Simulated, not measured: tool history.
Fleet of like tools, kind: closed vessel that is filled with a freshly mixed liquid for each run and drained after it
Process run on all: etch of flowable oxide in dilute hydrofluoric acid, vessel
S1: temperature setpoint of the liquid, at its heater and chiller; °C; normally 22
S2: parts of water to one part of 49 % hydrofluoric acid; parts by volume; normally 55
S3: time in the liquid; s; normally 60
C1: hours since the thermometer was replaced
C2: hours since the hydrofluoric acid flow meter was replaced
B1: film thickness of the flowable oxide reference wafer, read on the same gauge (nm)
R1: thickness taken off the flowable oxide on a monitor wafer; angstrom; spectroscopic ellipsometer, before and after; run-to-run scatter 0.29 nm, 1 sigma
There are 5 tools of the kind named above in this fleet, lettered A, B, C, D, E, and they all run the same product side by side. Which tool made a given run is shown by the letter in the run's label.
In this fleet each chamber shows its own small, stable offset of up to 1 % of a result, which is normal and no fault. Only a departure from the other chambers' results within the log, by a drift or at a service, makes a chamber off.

{"hour": 6.4, "done": "chamber D: thermometer replaced"}
{"run": "1B", "hour": 6.6, "S1": 22, "S2": 55, "S3": 60, "C1": 336.3, "C2": 642.6, "B1": 49.981, "R1": 303.82}
{"run": "2C", "hour": 15.3, "S1": 22, "S2": 55, "S3": 60, "C1": 328.7, "C2": 106.8, "B1": 50.002, "R1": 306.67}
{"run": "3E", "hour": 22.1, "S1": 22, "S2": 55, "S3": 60, "C1": 1243.1, "C2": 724, "B1": 49.984, "R1": 306.84}
{"run": "4A", "hour": 28.4, "S1": 22, "S2": 55, "S3": 60, "C1": 454.6, "C2": 748.3, "B1": 50.015, "R1": 304.79}
{"run": "5D", "hour": 33.7, "S1": 22, "S2": 55, "S3": 60, "C1": 27.3, "C2": 495.2, "B1": 49.999, "R1": 304.83}
{"run": "6A", "hour": 43.2, "S1": 22, "S2": 55, "S3": 60, "C1": 469.4, "C2": 763.1, "B1": 50.01, "R1": 303.63}
{"run": "7C", "hour": 48.0, "S1": 22, "S2": 30, "S3": 90, "C1": 361.4, "C2": 139.5, "B1": 50.001, "R1": 853.45}
{"run": "8E", "hour": 55.9, "S1": 22, "S2": 30, "S3": 90, "C1": 1276.9, "C2": 757.8, "B1": 49.99, "R1": 857.24}
{"run": "9D", "hour": 61.0, "S1": 22, "S2": 30, "S3": 90, "C1": 54.6, "C2": 522.5, "B1": 49.993, "R1": 871.61}
{"run": "10B", "hour": 69.0, "S1": 22, "S2": 30, "S3": 90, "C1": 398.7, "C2": 705, "B1": 50.007, "R1": 857.22}
{"run": "11D", "hour": 75.0, "S1": 22, "S2": 30, "S3": 90, "C1": 68.6, "C2": 536.5, "B1": 50, "R1": 864.14}
{"run": "12A", "hour": 83.4, "S1": 22, "S2": 55, "S3": 60, "C1": 509.6, "C2": 803.3, "B1": 49.987, "R1": 297.79}
{"run": "13C", "hour": 91.5, "S1": 22, "S2": 55, "S3": 60, "C1": 404.9, "C2": 183, "B1": 50.002, "R1": 306.08}
{"hour": 96.0, "done": "chamber D: hydrofluoric acid flow meter replaced"}
{"run": "14E", "hour": 98.7, "S1": 22, "S2": 55, "S3": 60, "C1": 1319.7, "C2": 800.6, "B1": 49.998, "R1": 307.24}
{"run": "15B", "hour": 108.2, "S1": 22, "S2": 55, "S3": 60, "C1": 437.9, "C2": 744.2, "B1": 50.002, "R1": 307.83}
{"run": "16C", "hour": 116.3, "S1": 22, "S2": 55, "S3": 60, "C1": 429.7, "C2": 207.8, "B1": 49.995, "R1": 303}
{"run": "17D", "hour": 125.7, "S1": 22, "S2": 45, "S3": 75, "C1": 119.3, "C2": 29.8, "B1": 49.991, "R1": 471.67}
{"run": "18B", "hour": 133.5, "S1": 22, "S2": 45, "S3": 75, "C1": 463.2, "C2": 769.5, "B1": 49.999, "R1": 474.92}
{"run": "19E", "hour": 141.9, "S1": 22, "S2": 45, "S3": 75, "C1": 1362.9, "C2": 843.8, "B1": 49.998, "R1": 464.01}
{"run": "20A", "hour": 149.3, "S1": 22, "S2": 45, "S3": 75, "C1": 575.5, "C2": 869.2, "B1": 49.991, "R1": 463.36}
{"run": "21C", "hour": 157.2, "S1": 22, "S2": 45, "S3": 75, "C1": 470.6, "C2": 248.7, "B1": 50.018, "R1": 472.76}
{"run": "22E", "hour": 165.6, "S1": 22, "S2": 55, "S3": 60, "C1": 1386.6, "C2": 867.5, "B1": 49.981, "R1": 303.38}
{"hour": 172.1, "done": "chamber E: thermometer replaced"}
{"run": "23B", "hour": 174.9, "S1": 22, "S2": 55, "S3": 60, "C1": 504.6, "C2": 810.9, "B1": 49.987, "R1": 303.53}
{"run": "24A", "hour": 179.2, "S1": 22, "S2": 55, "S3": 60, "C1": 605.4, "C2": 899.1, "B1": 50.014, "R1": 294.3}
{"run": "25D", "hour": 185.3, "S1": 22, "S2": 55, "S3": 60, "C1": 178.9, "C2": 89.4, "B1": 50.012, "R1": 300.32}
{"run": "26E", "hour": 190.7, "S1": 22, "S2": 55, "S3": 60, "C1": 18.6, "C2": 892.6, "B1": 49.983, "R1": 313.38}
{"run": "27A", "hour": 198.8, "S1": 22, "S2": 55, "S3": 60, "C1": 625, "C2": 918.7, "B1": 50.006, "R1": 295.89}
{"hour": 202.8, "done": "chamber A: hydrofluoric acid flow meter replaced"}
{"run": "28D", "hour": 204.5, "S1": 22, "S2": 55, "S3": 60, "C1": 198.1, "C2": 108.6, "B1": 49.993, "R1": 306}
{"run": "29C", "hour": 211.1, "S1": 22, "S2": 55, "S3": 60, "C1": 524.5, "C2": 302.6, "B1": 49.985, "R1": 305.43}
{"run": "30B", "hour": 215.8, "S1": 22, "S2": 55, "S3": 60, "C1": 545.5, "C2": 851.8, "B1": 50, "R1": 301.27}
{"run": "31D", "hour": 220.7, "S1": 22, "S2": 55, "S3": 60, "C1": 214.3, "C2": 124.8, "B1": 49.99, "R1": 299.51}
{"run": "32A", "hour": 228.1, "S1": 26, "S2": 55, "S3": 30, "C1": 654.3, "C2": 25.3, "B1": 49.981, "R1": 171.44}
{"run": "33E", "hour": 235.2, "S1": 26, "S2": 55, "S3": 30, "C1": 63.1, "C2": 937.1, "B1": 50.005, "R1": 180.11}
{"run": "34C", "hour": 239.4, "S1": 26, "S2": 55, "S3": 30, "C1": 552.8, "C2": 330.9, "B1": 49.994, "R1": 179.73}
{"run": "35B", "hour": 248.2, "S1": 26, "S2": 55, "S3": 30, "C1": 577.9, "C2": 884.2, "B1": 49.996, "R1": 181.12}
{"run": "36C", "hour": 257.2, "S1": 26, "S2": 55, "S3": 30, "C1": 570.6, "C2": 348.7, "B1": 49.995, "R1": 180.07}
{"run": "37B", "hour": 263.1, "S1": 22, "S2": 55, "S3": 60, "C1": 592.8, "C2": 899.1, "B1": 50.025, "R1": 305.37}
{"run": "38D", "hour": 270.6, "S1": 22, "S2": 55, "S3": 60, "C1": 264.2, "C2": 174.7, "B1": 50.009, "R1": 302.05}
{"run": "39E", "hour": 276.2, "S1": 22, "S2": 55, "S3": 60, "C1": 104.1, "C2": 978.1, "B1": 50.011, "R1": 309.81}
{"run": "40A", "hour": 285.7, "S1": 22, "S2": 65, "S3": 85, "C1": 711.9, "C2": 82.9, "B1": 49.99, "R1": 332.6}

Predict what each chamber gives when all 5 of them run the settings below next.
{"run": "41A", "hour": 292.7, "S1": 22, "S2": 55, "S3": 60, "R1": "?"}
{"run": "41B", "hour": 292.7, "S1": 22, "S2": 55, "S3": 60, "R1": "?"}
{"run": "41C", "hour": 292.7, "S1": 22, "S2": 55, "S3": 60, "R1": "?"}
{"run": "41D", "hour": 292.7, "S1": 22, "S2": 55, "S3": 60, "R1": "?"}
{"run": "41E", "hour": 292.7, "S1": 22, "S2": 55, "S3": 60, "R1": "?"}

run=41A R1=283.99
run=41B R1=302.15
run=41C R1=305.04
run=41D R1=302.62
run=41E R1=303.25
